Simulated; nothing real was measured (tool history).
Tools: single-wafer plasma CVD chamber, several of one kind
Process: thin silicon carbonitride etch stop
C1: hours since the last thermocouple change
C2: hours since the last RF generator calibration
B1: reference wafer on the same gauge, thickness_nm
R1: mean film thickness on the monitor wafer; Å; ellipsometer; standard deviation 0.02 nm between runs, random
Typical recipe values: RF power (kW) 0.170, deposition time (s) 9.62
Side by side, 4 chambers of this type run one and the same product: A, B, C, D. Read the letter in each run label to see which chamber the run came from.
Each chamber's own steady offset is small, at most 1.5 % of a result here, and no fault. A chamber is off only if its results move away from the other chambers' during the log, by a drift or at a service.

At day 0.117: chamber C: thermocouple changed; heater temperature recalibrated.
Run 1D, day 0.550: usual settings; C1 1172.7; C2 363.9; B1 4.9946. Result: R1 51.825 Å.
Run 2A, day 0.942: usual settings; C1 1896.9; C2 169.7; B1 4.9898. Result: R1 52.860 Å.
Run 3C, day 1.479: usual settings; C1 32.7; C2 1740.1; B1 4.9916. Result: R1 51.896 Å.
Run 4B, day 1.729: usual settings; C1 1077.3; C2 476.9; B1 4.9905. Result: R1 51.996 Å.
Run 5C, day 2.054: usual settings; C1 46.5; C2 1753.9; B1 4.9951. Result: R1 51.927 Å.
Run 6D, day 2.321: usual settings; C1 1215.2; C2 406.4; B1 4.9881. Result: R1 51.381 Å.
Run 7A, day 2.846: usual settings; C1 1942.6; C2 215.4; B1 4.9892. Result: R1 52.594 Å.
Run 8B, day 3.388: usual settings; C1 1117.1; C2 516.7; B1 4.9927. Result: R1 51.958 Å.
Run 9C, day 3.788: usual settings; C1 88.1; C2 1795.5; B1 4.9919. Result: R1 51.973 Å.
Run 10D, day 4.267: usual settings; C1 1261.9; C2 453.1; B1 4.9932. Result: R1 52.234 Å.
Run 11A, day 4.658: usual settings; C1 1986.1; C2 258.9; B1 4.9901. Result: R1 53.022 Å.
Run 12B, day 4.929: usual settings; C1 1154.1; C2 553.7; B1 4.9960. Result: R1 52.130 Å.
Run 13C, day 5.292: usual settings; C1 124.2; C2 1831.6; B1 4.9887. Result: R1 52.251 Å.
Run 14A, day 5.650: usual settings but deposition time (s) 8.38; C1 2009.9; C2 282.7; B1 4.9895. Result: R1 46.262 Å.
Run 15B, day 6.067: usual settings but deposition time (s) 8.38; C1 1181.4; C2 581.0; B1 4.9859. Result: R1 45.218 Å.
Run 16D, day 6.412: usual settings but deposition time (s) 8.38; C1 1313.4; C2 504.6; B1 4.9890. Result: R1 45.237 Å.
Run 17B, day 6.717: usual settings but deposition time (s) 8.38; C1 1197.0; C2 596.6; B1 4.9940. Result: R1 45.134 Å.
Run 18C, day 7.233: usual settings; C1 170.8; C2 1878.2; B1 4.9947. Result: R1 51.931 Å.
At day 7.388: chamber B: thermocouple changed; heater temperature recalibrated.
Run 19D, day 7.742: usual settings; C1 1345.3; C2 536.5; B1 4.9899. Result: R1 51.886 Å.
Run 20A, day 8.283: usual settings; C1 2073.1; C2 345.9; B1 4.9893. Result: R1 53.302 Å.
Run 21D, day 8.558: usual settings; C1 1364.9; C2 556.1; B1 4.9870. Result: R1 51.697 Å.
Run 22C, day 9.033: usual settings; C1 214.0; C2 1921.4; B1 4.9930. Result: R1 51.845 Å.
Run 23B, day 9.533: usual settings; C1 51.6; C2 664.2; B1 4.9925. Result: R1 52.081 Å.
Run 24A, day 9.883: usual settings but deposition time (s) 10.36; C1 2111.5; C2 384.3; B1 4.9893. Result: R1 56.816 Å.
Run 25D, day 10.312: usual settings but deposition time (s) 10.36; C1 1407.0; C2 598.2; B1 4.9866. Result: R1 55.770 Å.
Run 26B, day 10.683: usual settings but deposition time (s) 10.36; C1 79.2; C2 691.8; B1 4.9939. Result: R1 55.954 Å.
Run 27C, day 10.971: usual settings but deposition time (s) 10.36; C1 260.5; C2 1967.9; B1 4.9929. Result: R1 56.314 Å.
Run 28A, day 11.288: usual settings; C1 2145.2; C2 418.0; B1 4.9897. Result: R1 53.121 Å.
Run 29D, day 11.654: usual settings; C1 1439.2; C2 630.4; B1 4.9887. Result: R1 51.850 Å.
Run 30B, day 11.892: usual settings; C1 108.2; C2 720.8; B1 4.9863. Result: R1 52.047 Å.
Run 31A, day 12.346: usual settings; C1 2170.6; C2 443.4; B1 4.9879. Result: R1 52.847 Å.
Run 32C, day 12.808: usual settings; C1 304.6; C2 2012.0; B1 4.9944. Result: R1 51.728 Å.
Run 33C, day 13.238: usual settings; C1 314.9; C2 2022.3; B1 4.9897. Result: R1 52.136 Å.

One chamber off, gauge drift, or nothing amiss beyond the chambers' own small offsets? If it is a chamber, which one, and what is the likeliest cause?

Beyond each chamber's small constant offset nothing stands out, and the gauge stays steady.
